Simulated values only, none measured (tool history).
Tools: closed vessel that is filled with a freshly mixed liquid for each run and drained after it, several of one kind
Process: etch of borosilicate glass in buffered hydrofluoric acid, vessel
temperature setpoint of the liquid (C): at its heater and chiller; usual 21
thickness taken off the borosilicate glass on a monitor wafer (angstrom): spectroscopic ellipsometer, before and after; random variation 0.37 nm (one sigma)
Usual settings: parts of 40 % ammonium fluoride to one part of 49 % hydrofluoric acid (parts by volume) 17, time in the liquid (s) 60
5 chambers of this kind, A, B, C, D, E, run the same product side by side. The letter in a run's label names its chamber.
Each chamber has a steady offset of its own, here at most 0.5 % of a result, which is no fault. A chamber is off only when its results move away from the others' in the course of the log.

run,hour,temperature setpoint of the liquid (C),parts of 40 % ammonium fluoride to one part of 49 % hydrofluoric acid (parts by volume),time in the liquid (s),hours since the thermometer was replaced,hours since the hydrofluoric acid flow meter was replaced,"read-back film thickness of the borosilicate glass reference wafer, read on the same gauge (nm)",thickness taken off the borosilicate glass on a monitor wafer (angstrom)
1D,6.1,21,17,60,788.4,988.4,50.030,373.17
2C,10.5,21,17,60,129.8,1855.2,50.015,370.63
3E,16.7,21,17,60,157.0,167.3,49.972,374.56
4B,23.4,21,17,60,804.6,689.5,50.029,372.68
5A,27.1,21,17,60,1923.0,342.3,50.001,366.09
6A,31.1,21,17,60,1927.0,346.3,49.952,381.15
# hour 32.0: chamber C: hydrofluoric acid flow meter replaced
7E,35.0,21,17,60,175.3,185.6,50.005,371.44
8B,42.2,21,17,60,823.4,708.3,50.013,373.41
9D,48.5,21,17,60,830.8,1030.8,50.058,370.21
10C,52.9,21,17,60,172.2,20.9,50.029,374.28
11D,59.6,21,17,60,841.9,1041.9,49.992,376.03
12B,67.4,21,17,60,848.6,733.5,50.012,375.46
13C,74.5,21,17,60,193.8,42.5,49.990,370.08
14A,81.6,21,17,60,1977.5,396.8,49.975,375.83
15E,85.3,21,17,60,225.6,235.9,49.987,370.77
16E,90.5,21,17,60,230.8,241.1,50.000,375.57
17A,94.3,26,17,60,1990.2,409.5,49.993,493.33
18D,98.2,26,17,60,880.5,1080.5,50.031,482.35
19B,105.0,26,17,60,886.2,771.1,49.982,489.65
20C,112.8,26,17,60,232.1,80.8,49.988,490.73
21E,118.6,26,17,60,258.9,269.2,50.003,493.09
22D,125.2,21,17,60,907.5,1107.5,49.990,364.26
23B,131.5,21,17,60,912.7,797.6,49.981,374.40
24A,137.8,19,17,80,2033.7,453.0,49.965,444.36
25C,144.1,19,17,80,263.4,112.1,50.012,447.62
26E,149.7,19,17,80,290.0,300.3,49.986,458.91
27A,155.0,19,17,80,2050.9,470.2,50.006,450.98
28D,161.1,19,17,80,943.4,1143.4,50.001,428.08
29C,167.0,21,17,60,286.3,135.0,49.988,372.86
30B,172.8,21,17,60,954.0,838.9,49.989,366.81
31C,178.9,21,17,60,298.2,146.9,49.994,372.64
32D,186.0,21,17,60,968.3,1168.3,50.015,354.88
33A,193.3,21,17,60,2089.2,508.5,49.982,374.51
34B,199.5,21,17,60,980.7,865.6,50.026,379.83
35E,205.3,21,17,60,345.6,355.9,49.942,378.63

What goes on in this fleet: one chamber off, a drifting gauge, or nothing beyond the chambers' own small offsets? Name the chamber and the cause, if any.

Chamber D drifts away from the others.
Cause: hydrofluoric acid flow below the setpoint (%) = 6.7.
The log may not tell that from: liquid colder than its thermometer reads (K).

Here are 4 candidates for chamber D's next run, each the usual settings with a change, their results left as question marks. Which one brings its results back in line with what the others give on the usual settings?
In line means no further than this from the other chambers' mean on the usual settings: thickness taken off the borosilicate glass on a monitor wafer (angstrom) 13.00
36D-1,211.0,21.0,15.0,60,,,,?
36D-2,211.0,21.5,16.5,60,,,,?
36D-3,211.0,20.0,17.0,60,,,,?
36D-4,211.0,21.0,17.5,55,,,,?

The other chambers' mean on the usual settings: thickness taken off the borosilicate glass on a monitor wafer (angstrom) 374.47
run,thickness taken off the borosilicate glass on a monitor wafer (angstrom)
36D-1,396.38
36D-2,371.09
36D-3,331.52
36D-4,312.17
36D-2 brings the chamber back in line.

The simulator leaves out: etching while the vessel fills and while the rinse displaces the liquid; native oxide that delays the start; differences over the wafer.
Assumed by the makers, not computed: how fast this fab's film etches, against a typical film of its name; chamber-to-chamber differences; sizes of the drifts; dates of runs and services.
